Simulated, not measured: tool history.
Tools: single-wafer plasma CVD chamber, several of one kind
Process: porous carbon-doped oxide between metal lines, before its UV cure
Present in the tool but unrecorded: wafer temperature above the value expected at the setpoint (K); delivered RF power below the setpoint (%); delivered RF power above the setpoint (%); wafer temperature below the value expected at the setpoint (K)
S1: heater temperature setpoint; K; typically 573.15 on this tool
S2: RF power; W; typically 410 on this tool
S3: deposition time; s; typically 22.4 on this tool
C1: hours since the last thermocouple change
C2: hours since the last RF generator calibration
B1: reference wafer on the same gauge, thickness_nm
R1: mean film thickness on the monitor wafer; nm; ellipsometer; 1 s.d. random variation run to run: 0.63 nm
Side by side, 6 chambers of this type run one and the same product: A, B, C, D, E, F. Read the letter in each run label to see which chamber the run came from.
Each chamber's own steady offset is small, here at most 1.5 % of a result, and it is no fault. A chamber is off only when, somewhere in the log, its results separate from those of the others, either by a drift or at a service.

run 1B day=0.596 | S1=573.15 S2=410 S3=22.4 | C1=676.6 C2=710.3 | B1=117.9 | R1=105.08
run 2C day=1.221 | S1=573.15 S2=410 S3=22.4 | C1=626.1 C2=987.9 | B1=117.87 | R1=104.57
run 3F day=1.688 | S1=573.15 S2=410 S3=22.4 | C1=45.2 C2=518.6 | B1=117.95 | R1=106.16
run 4A day=2.083 | S1=573.15 S2=410 S3=22.4 | C1=110.7 C2=515.1 | B1=118.2 | R1=106.6
run 5D day=2.546 | S1=573.15 S2=410 S3=22.4 | C1=1234.1 C2=385.8 | B1=117.92 | R1=105.88
run 6E day=2.908 | S1=573.15 S2=410 S3=22.4 | C1=1710.7 C2=657.8 | B1=117.9 | R1=107.53
run 7A day=3.2 | S1=573.15 S2=410 S3=22.4 | C1=137.5 C2=541.9 | B1=118.04 | R1=105.28
run 8C day=3.842 | S1=573.15 S2=410 S3=22.4 | C1=689 C2=1050.8 | B1=118.04 | R1=105.09
run 9F day=4.383 | S1=573.15 S2=410 S3=22.4 | C1=109.9 C2=583.3 | B1=117.94 | R1=107.51
run 10B day=4.917 | S1=573.15 S2=410 S3=22.4 | C1=780.3 C2=814 | B1=117.91 | R1=104.22
run 11D day=5.283 | S1=573.15 S2=410 S3=22.4 | C1=1299.8 C2=451.5 | B1=117.84 | R1=105.72
run 12E day=5.742 | S1=573.15 S2=470 S3=19.2 | C1=1778.7 C2=725.8 | B1=118.05 | R1=103.24
run 13E day=6.379 | S1=573.15 S2=470 S3=19.2 | C1=1794 C2=741.1 | B1=117.94 | R1=103.31
run 14D day=6.992 | S1=573.15 S2=470 S3=19.2 | C1=1340.8 C2=492.5 | B1=118.08 | R1=100.47
run 15B day=7.533 | S1=573.15 S2=470 S3=19.2 | C1=843.1 C2=876.8 | B1=117.92 | R1=98.532
run 16F day=7.892 | S1=573.15 S2=470 S3=19.2 | C1=194.1 C2=667.5 | B1=117.94 | R1=102.77
run 17C day=8.25 | S1=573.15 S2=470 S3=19.2 | C1=794.8 C2=1156.6 | B1=117.96 | R1=100.37
run 18A day=8.533 | S1=573.15 S2=410 S3=22.4 | C1=265.5 C2=669.9 | B1=117.97 | R1=106.18
run 19D day=9.121 | S1=573.15 S2=410 S3=22.4 | C1=1391.9 C2=543.6 | B1=117.97 | R1=106.1
run 20B day=9.758 | S1=588.15 S2=410 S3=22.4 | C1=896.5 C2=930.2 | B1=118.13 | R1=93.787
run 21C day=10.15 | S1=588.15 S2=410 S3=22.4 | C1=840.4 C2=1202.2 | B1=118.09 | R1=96.386
run 22E day=10.654 | S1=588.15 S2=410 S3=22.4 | C1=1896.6 C2=843.7 | B1=118.08 | R1=99.253
run 23A day=11.004 | S1=588.15 S2=410 S3=22.4 | C1=324.8 C2=729.2 | B1=117.91 | R1=97.334
-- day=11.146 chamber F: RF generator calibrated
run 24F day=11.596 | S1=588.15 S2=410 S3=22.4 | C1=283 C2=10.8 | B1=117.94 | R1=99.068
run 25A day=12.083 | S1=588.15 S2=410 S3=22.4 | C1=350.7 C2=755.1 | B1=117.89 | R1=97.618
run 26D day=12.629 | S1=573.15 S2=410 S3=22.4 | C1=1476.1 C2=627.8 | B1=118.02 | R1=106.44
run 27E day=13.008 | S1=573.15 S2=410 S3=22.4 | C1=1953.1 C2=900.2 | B1=117.83 | R1=107.31
run 28B day=13.288 | S1=563.15 S2=410 S3=20.9 | C1=981.2 C2=1014.9 | B1=117.89 | R1=101.19
run 29F day=13.721 | S1=563.15 S2=410 S3=20.9 | C1=334 C2=61.8 | B1=117.89 | R1=105.26
run 30C day=14.279 | S1=563.15 S2=410 S3=20.9 | C1=939.5 C2=1301.3 | B1=118.08 | R1=104.41
run 31B day=14.704 | S1=563.15 S2=410 S3=20.9 | C1=1015.2 C2=1048.9 | B1=118.02 | R1=99.606
run 32C day=15.2 | S1=563.15 S2=410 S3=20.9 | C1=961.6 C2=1323.4 | B1=117.71 | R1=104.1
run 33E day=15.625 | S1=563.15 S2=410 S3=20.9 | C1=2015.9 C2=963 | B1=118.02 | R1=107.05
run 34A day=16.183 | S1=573.15 S2=410 S3=22.4 | C1=449.1 C2=853.5 | B1=118.01 | R1=105.67
run 35D day=16.6 | S1=561.15 S2=410 S3=19.6 | C1=1571.4 C2=723.1 | B1=118.11 | R1=100.14
run 36F day=17.046 | S1=561.15 S2=410 S3=19.6 | C1=413.8 C2=141.6 | B1=117.89 | R1=101.26
-- day=17.25 chamber E: thermocouple changed; heater temperature recalibrated
run 37C day=17.5 | S1=561.15 S2=410 S3=19.6 | C1=1016.8 C2=1378.6 | B1=117.87 | R1=98.961
run 38E day=17.879 | S1=561.15 S2=410 S3=19.6 | C1=15.2 C2=1017.1 | B1=118.15 | R1=101.7
run 39F day=18.246 | S1=561.15 S2=410 S3=19.6 | C1=442.6 C2=170.4 | B1=118.01 | R1=101.66

Is one chamber out of step, is the gauge drifting, or do the chambers differ by no more than their own small offsets? For an off chamber, give its letter and the likeliest cause.

It is chamber B that slowly wanders off from its peers.
Cause: delivered RF power below the setpoint (%) = 7.59.

Below are 4 candidate recipes for chamber B's next run, each the usual settings with a change, their results shown as question marks. Which of them brings B's results back in line with what the other chambers give on the usual settings?
In line here means within this much of the mean the other chambers give on the usual settings: R1 2.2 nm
run 40B-1 day=18.717 | S1=561.15 S2=410 S3=22.4 | R1=?
run 40B-2 day=18.717 | S1=576.15 S2=410 S3=20.3 | R1=?
run 40B-3 day=18.717 | S1=573.15 S2=475 S3=22.4 | R1=?
run 40B-4 day=18.717 | S1=573.15 S2=410 S3=20.9 | R1=?

The other chambers' mean on the usual settings: R1 106.08 nm
run=40B-1 R1=106.26
run=40B-2 R1=88.639
run=40B-3 R1=110.97
run=40B-4 R1=92.687
With 40B-1, the chamber falls back in line with the rest.
